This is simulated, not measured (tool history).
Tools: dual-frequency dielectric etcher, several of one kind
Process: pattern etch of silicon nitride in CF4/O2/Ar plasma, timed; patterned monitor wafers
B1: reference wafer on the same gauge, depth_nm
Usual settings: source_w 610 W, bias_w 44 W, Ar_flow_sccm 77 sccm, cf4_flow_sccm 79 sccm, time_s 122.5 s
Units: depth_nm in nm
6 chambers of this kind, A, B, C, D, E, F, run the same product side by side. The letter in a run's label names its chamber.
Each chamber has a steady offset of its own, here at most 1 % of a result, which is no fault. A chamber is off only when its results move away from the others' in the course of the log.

At hour 6.9: chamber A: wet clean of the chamber.
Run 1E, hour 6.9: usual settings; B1 234.03. Result: depth_nm 265.42 nm.
At hour 8.4: chamber E: wet clean of the chamber.
Run 2A, hour 16.3: usual settings; B1 234.06. Result: depth_nm 265.3 nm.
At hour 23.5: chamber B: wet clean of the chamber.
Run 3B, hour 25.5: usual settings; B1 234.11. Result: depth_nm 265.6 nm.
Run 4D, hour 32.6: usual settings; B1 234.23. Result: depth_nm 262.76 nm.
Run 5C, hour 41.1: usual settings; B1 234.28. Result: depth_nm 265.53 nm.
Run 6F, hour 46.5: usual settings; B1 234.22. Result: depth_nm 267.1 nm.
Run 7F, hour 56: usual settings; B1 234.24. Result: depth_nm 267.61 nm.
Run 8D, hour 63.8: usual settings but bias_w 54 W, Ar_flow_sccm 92 sccm; B1 234.27. Result: depth_nm 278.09 nm.
Run 9A, hour 70.2: usual settings but bias_w 54 W, Ar_flow_sccm 92 sccm; B1 234.35. Result: depth_nm 280.2 nm.
Run 10B, hour 75.7: usual settings but bias_w 54 W, Ar_flow_sccm 92 sccm; B1 234.47. Result: depth_nm 279.25 nm.
At hour 77.1: chamber D: CF4 flow controller replaced.
Run 11C, hour 81.5: usual settings but bias_w 54 W, Ar_flow_sccm 92 sccm; B1 234.38. Result: depth_nm 281.13 nm.
Run 12E, hour 92.8: usual settings but bias_w 54 W, Ar_flow_sccm 92 sccm; B1 234.46. Result: depth_nm 280.36 nm.
Run 13D, hour 104.2: usual settings but bias_w 54 W, Ar_flow_sccm 92 sccm; B1 234.46. Result: depth_nm 277.76 nm.
Run 14B, hour 115: usual settings; B1 234.57. Result: depth_nm 265.83 nm.
Run 15A, hour 125.6: usual settings but cf4_flow_sccm 65 sccm; B1 234.6. Result: depth_nm 258.74 nm.
At hour 132.8: chamber E: Ar flow controller replaced.
Run 16E, hour 133.1: usual settings but cf4_flow_sccm 65 sccm; B1 234.62. Result: depth_nm 259.77 nm.
Run 17F, hour 140: usual settings but cf4_flow_sccm 65 sccm; B1 234.59. Result: depth_nm 261.75 nm.
Run 18C, hour 148.2: usual settings but cf4_flow_sccm 65 sccm; B1 234.7. Result: depth_nm 259.61 nm.
Run 19A, hour 158.9: usual settings but cf4_flow_sccm 65 sccm; B1 234.79. Result: depth_nm 258.88 nm.
Run 20E, hour 169.5: usual settings but cf4_flow_sccm 65 sccm; B1 234.77. Result: depth_nm 259.17 nm.
Run 21C, hour 176.6: usual settings; B1 234.84. Result: depth_nm 266.27 nm.
Run 22F, hour 187.3: usual settings; B1 234.79. Result: depth_nm 268.09 nm.
Run 23B, hour 197.1: usual settings; B1 234.86. Result: depth_nm 266.36 nm.
Run 24D, hour 203.6: usual settings; B1 234.94. Result: depth_nm 264.2 nm.
Run 25F, hour 212.4: usual settings but Ar_flow_sccm 86 sccm, time_s 101.5 s; B1 234.99. Result: depth_nm 219.01 nm.
Run 26B, hour 222.3: usual settings but Ar_flow_sccm 86 sccm, time_s 101.5 s; B1 235. Result: depth_nm 217.82 nm.
Run 27D, hour 228.2: usual settings but Ar_flow_sccm 86 sccm, time_s 101.5 s; B1 235.07. Result: depth_nm 215.73 nm.
At hour 228.9: chamber F: wet clean of the chamber.
At hour 233.5: chamber E: CF4 flow controller replaced.
Run 28C, hour 235.9: usual settings but Ar_flow_sccm 86 sccm, time_s 101.5 s; B1 235.17. Result: depth_nm 218.31 nm.
Run 29E, hour 242.7: usual settings but Ar_flow_sccm 86 sccm, time_s 101.5 s; B1 235.11. Result: depth_nm 217.57 nm.
Run 30A, hour 249.7: usual settings but Ar_flow_sccm 86 sccm, time_s 101.5 s; B1 235.17. Result: depth_nm 217.19 nm.
Run 31D, hour 259.1: usual settings; B1 235.11. Result: depth_nm 264.99 nm.
Run 32E, hour 268: usual settings but bias_w 48 W; B1 235.25. Result: depth_nm 274.06 nm.
Run 33B, hour 279.2: usual settings but bias_w 48 W; B1 235.33. Result: depth_nm 274.72 nm.
Run 34F, hour 285: usual settings but bias_w 48 W; B1 235.34. Result: depth_nm 276.92 nm.
At hour 291.1: chamber C: wet clean of the chamber.
Run 35A, hour 292.1: usual settings but bias_w 48 W; B1 235.3. Result: depth_nm 275.59 nm.
Run 36C, hour 298.6: usual settings but bias_w 48 W; B1 235.32. Result: depth_nm 275.62 nm.
Run 37C, hour 310.1: usual settings but bias_w 48 W; B1 235.43. Result: depth_nm 276.12 nm.

Is one chamber off against the others, does the gauge drift, or is nothing wrong? If a chamber is off, say which, and what the likeliest cause is.

The gauge drifts, so all chambers seem to drift together. No chamber is off.
Cause: gauge reads high (%) = 0.621.
